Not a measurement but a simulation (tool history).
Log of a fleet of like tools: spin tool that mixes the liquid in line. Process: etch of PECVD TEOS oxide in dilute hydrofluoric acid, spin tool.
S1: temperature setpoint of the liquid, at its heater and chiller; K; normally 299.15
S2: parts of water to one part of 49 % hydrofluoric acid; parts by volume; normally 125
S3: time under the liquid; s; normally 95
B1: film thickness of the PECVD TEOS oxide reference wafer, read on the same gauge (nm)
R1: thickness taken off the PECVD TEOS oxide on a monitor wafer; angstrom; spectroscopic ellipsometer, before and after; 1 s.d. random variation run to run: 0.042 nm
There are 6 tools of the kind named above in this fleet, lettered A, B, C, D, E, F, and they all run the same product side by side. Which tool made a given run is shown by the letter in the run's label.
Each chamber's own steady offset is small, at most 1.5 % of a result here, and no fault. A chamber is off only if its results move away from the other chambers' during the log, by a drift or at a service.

run 1A hour=3.4 | S1=299.15 S2=125 S3=95 | B1=40.009 | R1=80.515
run 2E hour=8.4 | S1=299.15 S2=125 S3=95 | B1=39.995 | R1=79.971
run 3B hour=15.5 | S1=299.15 S2=125 S3=95 | B1=39.992 | R1=79.894
run 4C hour=21 | S1=299.15 S2=125 S3=95 | B1=39.999 | R1=79.453
run 5D hour=25 | S1=299.15 S2=125 S3=50 | B1=40.003 | R1=42.01
run 6F hour=31.2 | S1=299.15 S2=125 S3=50 | B1=39.994 | R1=42.276
run 7B hour=38.3 | S1=299.15 S2=125 S3=50 | B1=39.955 | R1=42.19
run 8F hour=41.6 | S1=299.15 S2=125 S3=50 | B1=39.996 | R1=42.051
run 9C hour=44.9 | S1=299.15 S2=125 S3=50 | B1=40.006 | R1=42.19
run 10D hour=48.8 | S1=299.15 S2=125 S3=50 | B1=40.012 | R1=42.326
run 11E hour=54.4 | S1=299.15 S2=125 S3=95 | B1=40.019 | R1=79.861
run 12A hour=59 | S1=296.65 S2=175 S3=95 | B1=40.013 | R1=49.572
run 13A hour=63.5 | S1=296.65 S2=175 S3=95 | B1=40.018 | R1=49.566
run 14F hour=67.1 | S1=296.65 S2=175 S3=95 | B1=40 | R1=48.867
run 15D hour=70.6 | S1=296.65 S2=175 S3=95 | B1=39.994 | R1=48.854
run 16B hour=76.8 | S1=296.65 S2=175 S3=95 | B1=40.032 | R1=49.043
run 17C hour=80.8 | S1=296.65 S2=175 S3=95 | B1=39.995 | R1=48.531
run 18E hour=84.6 | S1=299.15 S2=125 S3=95 | B1=40.004 | R1=79.367
run 19A hour=89 | S1=299.15 S2=125 S3=95 | B1=39.98 | R1=80.625
run 20B hour=92.3 | S1=299.15 S2=125 S3=95 | B1=40.016 | R1=79.928
run 21F hour=98.7 | S1=299.15 S2=125 S3=95 | B1=39.981 | R1=79.707
run 22C hour=102.2 | S1=299.15 S2=125 S3=95 | B1=40.003 | R1=80.246
run 23E hour=108.3 | S1=299.15 S2=70 S3=125 | B1=39.979 | R1=199.59
run 24D hour=112.6 | S1=299.15 S2=70 S3=125 | B1=39.994 | R1=202.06
run 25A hour=118.9 | S1=299.15 S2=70 S3=125 | B1=40.008 | R1=199.86
run 26B hour=125.8 | S1=299.15 S2=70 S3=125 | B1=39.996 | R1=200.6
run 27C hour=130.2 | S1=299.15 S2=70 S3=125 | B1=40.002 | R1=205.73
run 28E hour=135.9 | S1=299.15 S2=70 S3=125 | B1=39.996 | R1=200.57
run 29F hour=140.2 | S1=299.15 S2=125 S3=95 | B1=40.017 | R1=80.793
run 30D hour=143.5 | S1=299.15 S2=125 S3=95 | B1=40.042 | R1=80.24
run 31C hour=147.4 | S1=299.15 S2=125 S3=95 | B1=40.016 | R1=79.429
run 32D hour=154 | S1=299.15 S2=125 S3=95 | B1=40.072 | R1=80.595
run 33F hour=157.8 | S1=299.15 S2=125 S3=95 | B1=40 | R1=79.959
run 34A hour=161.7 | S1=299.15 S2=125 S3=95 | B1=40.004 | R1=80.714
run 35E hour=168.2 | S1=299.15 S2=145 S3=95 | B1=40.014 | R1=66.95
run 36B hour=175.4 | S1=299.15 S2=145 S3=95 | B1=39.997 | R1=68
run 37A hour=181.5 | S1=299.15 S2=145 S3=95 | B1=39.987 | R1=67.633
run 38F hour=186.1 | S1=299.15 S2=145 S3=95 | B1=40.026 | R1=66.892
run 39B hour=189.7 | S1=299.15 S2=145 S3=95 | B1=40.025 | R1=67.539
run 40D hour=196.4 | S1=299.15 S2=145 S3=95 | B1=39.962 | R1=67.672

Each of the 6 chambers runs these same settings next. Fill in every chamber's results:
run 41A hour=201.6 | S1=299.15 S2=125 S3=95 | R1=?
run 41B hour=201.6 | S1=299.15 S2=125 S3=95 | R1=?
run 41C hour=201.6 | S1=299.15 S2=125 S3=95 | R1=?
run 41D hour=201.6 | S1=299.15 S2=125 S3=95 | R1=?
run 41E hour=201.6 | S1=299.15 S2=125 S3=95 | R1=?
run 41F hour=201.6 | S1=299.15 S2=125 S3=95 | R1=?

run=41A R1=80.333
run=41B R1=80.784
run=41C R1=79.066
run=41D R1=79.643
run=41E R1=78.98
run=41F R1=80.243
